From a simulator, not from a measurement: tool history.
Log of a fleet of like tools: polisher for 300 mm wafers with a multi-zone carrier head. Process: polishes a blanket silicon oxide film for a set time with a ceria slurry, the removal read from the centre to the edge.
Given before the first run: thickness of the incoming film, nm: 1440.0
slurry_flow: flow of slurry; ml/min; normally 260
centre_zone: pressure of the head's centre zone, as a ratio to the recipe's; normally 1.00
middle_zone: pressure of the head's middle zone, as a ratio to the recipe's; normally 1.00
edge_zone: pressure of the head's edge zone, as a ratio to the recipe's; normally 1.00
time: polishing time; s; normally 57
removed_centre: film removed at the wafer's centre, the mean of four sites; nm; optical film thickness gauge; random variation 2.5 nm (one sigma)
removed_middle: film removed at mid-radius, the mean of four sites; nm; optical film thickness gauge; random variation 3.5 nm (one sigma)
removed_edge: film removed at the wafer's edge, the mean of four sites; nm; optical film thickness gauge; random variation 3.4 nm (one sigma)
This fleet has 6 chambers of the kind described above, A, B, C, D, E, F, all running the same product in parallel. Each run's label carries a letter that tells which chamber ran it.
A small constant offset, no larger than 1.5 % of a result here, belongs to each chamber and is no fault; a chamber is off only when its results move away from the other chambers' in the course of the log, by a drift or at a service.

run 1C hour=3.9 | slurry_flow=260 centre_zone=1.00 middle_zone=1.00 edge_zone=1.00 time=57 | removed_centre=259.59 removed_middle=254.98 removed_edge=255.82
run 2D hour=6.1 | slurry_flow=260 centre_zone=1.00 middle_zone=1.00 edge_zone=1.00 time=57 | removed_centre=265.91 removed_middle=258.31 removed_edge=255.97
-- hour=7.8 chamber B: slurry nozzle cleaned
run 3F hour=9.1 | slurry_flow=260 centre_zone=1.00 middle_zone=1.00 edge_zone=1.00 time=57 | removed_centre=260.46 removed_middle=264.09 removed_edge=259.89
-- hour=9.9 chamber D: slurry nozzle cleaned
-- hour=10.2 chamber C: centre zone pressure recalibrated
run 4A hour=12.5 | slurry_flow=260 centre_zone=1.00 middle_zone=1.00 edge_zone=1.00 time=57 | removed_centre=257.54 removed_middle=257.41 removed_edge=259.37
run 5E hour=16.4 | slurry_flow=260 centre_zone=1.00 middle_zone=1.00 edge_zone=1.00 time=57 | removed_centre=259.07 removed_middle=257.99 removed_edge=253.32
run 6B hour=21.2 | slurry_flow=260 centre_zone=0.89 middle_zone=1.00 edge_zone=0.91 time=57 | removed_centre=228.69 removed_middle=251.99 removed_edge=243.63
-- hour=21.8 chamber E: worn pad replaced by a new one
run 7B hour=25.8 | slurry_flow=260 centre_zone=0.89 middle_zone=1.00 edge_zone=0.91 time=57 | removed_centre=234.16 removed_middle=260.90 removed_edge=242.17
run 8E hour=30.5 | slurry_flow=260 centre_zone=0.89 middle_zone=1.00 edge_zone=0.91 time=57 | removed_centre=225.38 removed_middle=255.35 removed_edge=242.06
run 9A hour=33.6 | slurry_flow=260 centre_zone=0.89 middle_zone=1.00 edge_zone=0.91 time=57 | removed_centre=232.11 removed_middle=263.08 removed_edge=250.04
run 10C hour=37.0 | slurry_flow=260 centre_zone=0.89 middle_zone=1.00 edge_zone=0.91 time=57 | removed_centre=227.61 removed_middle=267.34 removed_edge=245.41
-- hour=38.4 chamber F: worn pad replaced by a new one
run 11D hour=40.5 | slurry_flow=260 centre_zone=0.89 middle_zone=1.00 edge_zone=0.91 time=57 | removed_centre=230.25 removed_middle=269.49 removed_edge=248.89
run 12F hour=43.4 | slurry_flow=260 centre_zone=1.00 middle_zone=1.00 edge_zone=1.00 time=57 | removed_centre=255.62 removed_middle=262.90 removed_edge=259.49
-- hour=45.0 chamber E: edge zone pressure recalibrated
-- hour=46.8 chamber D: worn pad replaced by a new one
run 13A hour=48.0 | slurry_flow=260 centre_zone=1.00 middle_zone=1.00 edge_zone=1.00 time=57 | removed_centre=257.06 removed_middle=260.99 removed_edge=261.81
run 14C hour=51.0 | slurry_flow=260 centre_zone=1.00 middle_zone=1.00 edge_zone=1.00 time=57 | removed_centre=259.16 removed_middle=263.66 removed_edge=255.73
run 15E hour=55.9 | slurry_flow=260 centre_zone=1.00 middle_zone=1.00 edge_zone=1.00 time=57 | removed_centre=256.84 removed_middle=257.11 removed_edge=261.06
run 16D hour=58.6 | slurry_flow=315 centre_zone=1.00 middle_zone=0.96 edge_zone=1.00 time=57 | removed_centre=271.37 removed_middle=255.22 removed_edge=265.13
run 17B hour=63.5 | slurry_flow=315 centre_zone=1.00 middle_zone=0.96 edge_zone=1.00 time=57 | removed_centre=269.86 removed_middle=246.96 removed_edge=262.53
run 18F hour=66.4 | slurry_flow=315 centre_zone=1.00 middle_zone=0.96 edge_zone=1.00 time=57 | removed_centre=263.37 removed_middle=256.62 removed_edge=271.96
-- hour=68.1 chamber B: worn pad replaced by a new one
run 19F hour=70.2 | slurry_flow=315 centre_zone=1.00 middle_zone=0.96 edge_zone=1.00 time=57 | removed_centre=266.05 removed_middle=256.42 removed_edge=266.72
run 20D hour=72.9 | slurry_flow=315 centre_zone=1.00 middle_zone=0.96 edge_zone=1.00 time=57 | removed_centre=266.67 removed_middle=259.59 removed_edge=263.96
run 21E hour=75.5 | slurry_flow=315 centre_zone=1.00 middle_zone=0.96 edge_zone=1.00 time=57 | removed_centre=259.92 removed_middle=253.82 removed_edge=261.41
-- hour=76.8 chamber C: worn pad replaced by a new one
run 22B hour=79.1 | slurry_flow=260 centre_zone=1.00 middle_zone=1.00 edge_zone=1.00 time=57 | removed_centre=260.85 removed_middle=257.90 removed_edge=259.00
run 23A hour=84.0 | slurry_flow=260 centre_zone=1.00 middle_zone=1.00 edge_zone=1.00 time=57 | removed_centre=257.32 removed_middle=250.21 removed_edge=250.19
run 24C hour=87.0 | slurry_flow=260 centre_zone=1.00 middle_zone=1.00 edge_zone=1.00 time=57 | removed_centre=261.46 removed_middle=261.80 removed_edge=259.66
run 25C hour=89.6 | slurry_flow=260 centre_zone=1.00 middle_zone=1.00 edge_zone=1.00 time=57 | removed_centre=264.43 removed_middle=253.13 removed_edge=256.43
run 26E hour=93.0 | slurry_flow=260 centre_zone=1.00 middle_zone=1.00 edge_zone=1.00 time=57 | removed_centre=256.72 removed_middle=260.54 removed_edge=252.65
run 27A hour=95.3 | slurry_flow=260 centre_zone=1.00 middle_zone=1.00 edge_zone=1.00 time=57 | removed_centre=249.55 removed_middle=249.75 removed_edge=257.00
-- hour=95.4 chamber E: worn pad replaced by a new one
run 28D hour=98.1 | slurry_flow=260 centre_zone=1.00 middle_zone=1.00 edge_zone=1.00 time=57 | removed_centre=264.36 removed_middle=253.13 removed_edge=256.36
-- hour=100.3 chamber D: worn pad replaced by a new one
run 29B hour=102.0 | slurry_flow=260 centre_zone=1.00 middle_zone=1.00 edge_zone=1.00 time=57 | removed_centre=267.93 removed_middle=260.68 removed_edge=248.50
run 30F hour=105.3 | slurry_flow=260 centre_zone=1.00 middle_zone=1.00 edge_zone=1.00 time=57 | removed_centre=259.51 removed_middle=259.58 removed_edge=258.17
run 31B hour=109.0 | slurry_flow=260 centre_zone=1.00 middle_zone=1.00 edge_zone=1.00 time=57 | removed_centre=258.06 removed_middle=253.72 removed_edge=255.16
run 32A hour=113.3 | slurry_flow=260 centre_zone=1.00 middle_zone=1.00 edge_zone=1.00 time=57 | removed_centre=246.62 removed_middle=243.90 removed_edge=243.72
-- hour=116.5 chamber A: slurry nozzle cleaned
run 33F hour=118.2 | slurry_flow=260 centre_zone=1.00 middle_zone=1.00 edge_zone=1.00 time=57 | removed_centre=255.06 removed_middle=264.99 removed_edge=259.01
run 34E hour=121.2 | slurry_flow=260 centre_zone=1.00 middle_zone=1.00 edge_zone=1.00 time=57 | removed_centre=257.28 removed_middle=261.91 removed_edge=259.43
-- hour=122.3 chamber F: centre zone pressure recalibrated
run 35C hour=125.2 | slurry_flow=260 centre_zone=1.00 middle_zone=1.00 edge_zone=1.00 time=57 | removed_centre=260.70 removed_middle=258.39 removed_edge=261.66
run 36D hour=127.9 | slurry_flow=260 centre_zone=1.00 middle_zone=1.00 edge_zone=1.00 time=57 | removed_centre=258.89 removed_middle=256.06 removed_edge=255.25
-- hour=130.3 chamber B: edge zone pressure recalibrated
run 37F hour=130.3 | slurry_flow=260 centre_zone=1.00 middle_zone=1.00 edge_zone=1.00 time=57 | removed_centre=260.04 removed_middle=261.07 removed_edge=259.73
run 38A hour=133.7 | slurry_flow=260 centre_zone=1.00 middle_zone=1.00 edge_zone=1.00 time=57 | removed_centre=241.28 removed_middle=243.74 removed_edge=245.93
run 39D hour=136.5 | slurry_flow=335 centre_zone=1.00 middle_zone=1.00 edge_zone=1.04 time=57 | removed_centre=263.84 removed_middle=268.46 removed_edge=275.60
run 40C hour=140.2 | slurry_flow=335 centre_zone=1.00 middle_zone=1.00 edge_zone=1.04 time=57 | removed_centre=265.41 removed_middle=268.92 removed_edge=273.05
run 41E hour=142.4 | slurry_flow=335 centre_zone=1.00 middle_zone=1.00 edge_zone=1.04 time=57 | removed_centre=266.17 removed_middle=261.21 removed_edge=265.04
run 42B hour=147.5 | slurry_flow=335 centre_zone=1.00 middle_zone=1.00 edge_zone=1.04 time=57 | removed_centre=268.50 removed_middle=257.78 removed_edge=267.77
run 43E hour=152.1 | slurry_flow=335 centre_zone=1.00 middle_zone=1.00 edge_zone=1.04 time=57 | removed_centre=264.95 removed_middle=261.82 removed_edge=262.56

What goes on in this fleet: one chamber off, a drifting gauge, or nothing beyond the chambers' own small offsets? Name the chamber and the cause, if any.

Little by little, chamber A moves away from the other chambers.
Cause: removal rate lost through wear of the pad, % = 9.35.

Here are 4 candidates for chamber A's next run, each the usual settings with a change, their results left as question marks. Which one brings its results back in line with what the others give on the usual settings?
In-line tolerance around the mean of the other chambers on the usual settings: removed_centre 8.70 nm; removed_middle 12.00 nm; removed_edge 12.00 nm
run 44A-1 hour=155.7 | slurry_flow=255 centre_zone=0.99 middle_zone=0.98 edge_zone=1.01 time=49 | removed_centre=? removed_middle=? removed_edge=?
run 44A-2 hour=155.7 | slurry_flow=265 centre_zone=1.00 middle_zone=1.01 edge_zone=1.00 time=62 | removed_centre=? removed_middle=? removed_edge=?
run 44A-3 hour=155.7 | slurry_flow=255 centre_zone=1.00 middle_zone=0.99 edge_zone=1.00 time=52 | removed_centre=? removed_middle=? removed_edge=?
run 44A-4 hour=155.7 | slurry_flow=265 centre_zone=1.01 middle_zone=1.02 edge_zone=0.99 time=65 | removed_centre=? removed_middle=? removed_edge=?

Usual-settings mean across the other chambers: removed_centre 260.10 nm; removed_middle 259.72 nm; removed_edge 258.16 nm
run=44A-1 removed_centre=202.40 removed_middle=200.76 removed_edge=204.30
run=44A-2 removed_centre=260.23 removed_middle=262.22 removed_edge=257.88
run=44A-3 removed_centre=217.18 removed_middle=215.02 removed_edge=215.65
run=44A-4 removed_centre=275.81 removed_middle=277.38 removed_edge=268.90
44A-2 is the one that brings the chamber's results back in line with the other chambers.

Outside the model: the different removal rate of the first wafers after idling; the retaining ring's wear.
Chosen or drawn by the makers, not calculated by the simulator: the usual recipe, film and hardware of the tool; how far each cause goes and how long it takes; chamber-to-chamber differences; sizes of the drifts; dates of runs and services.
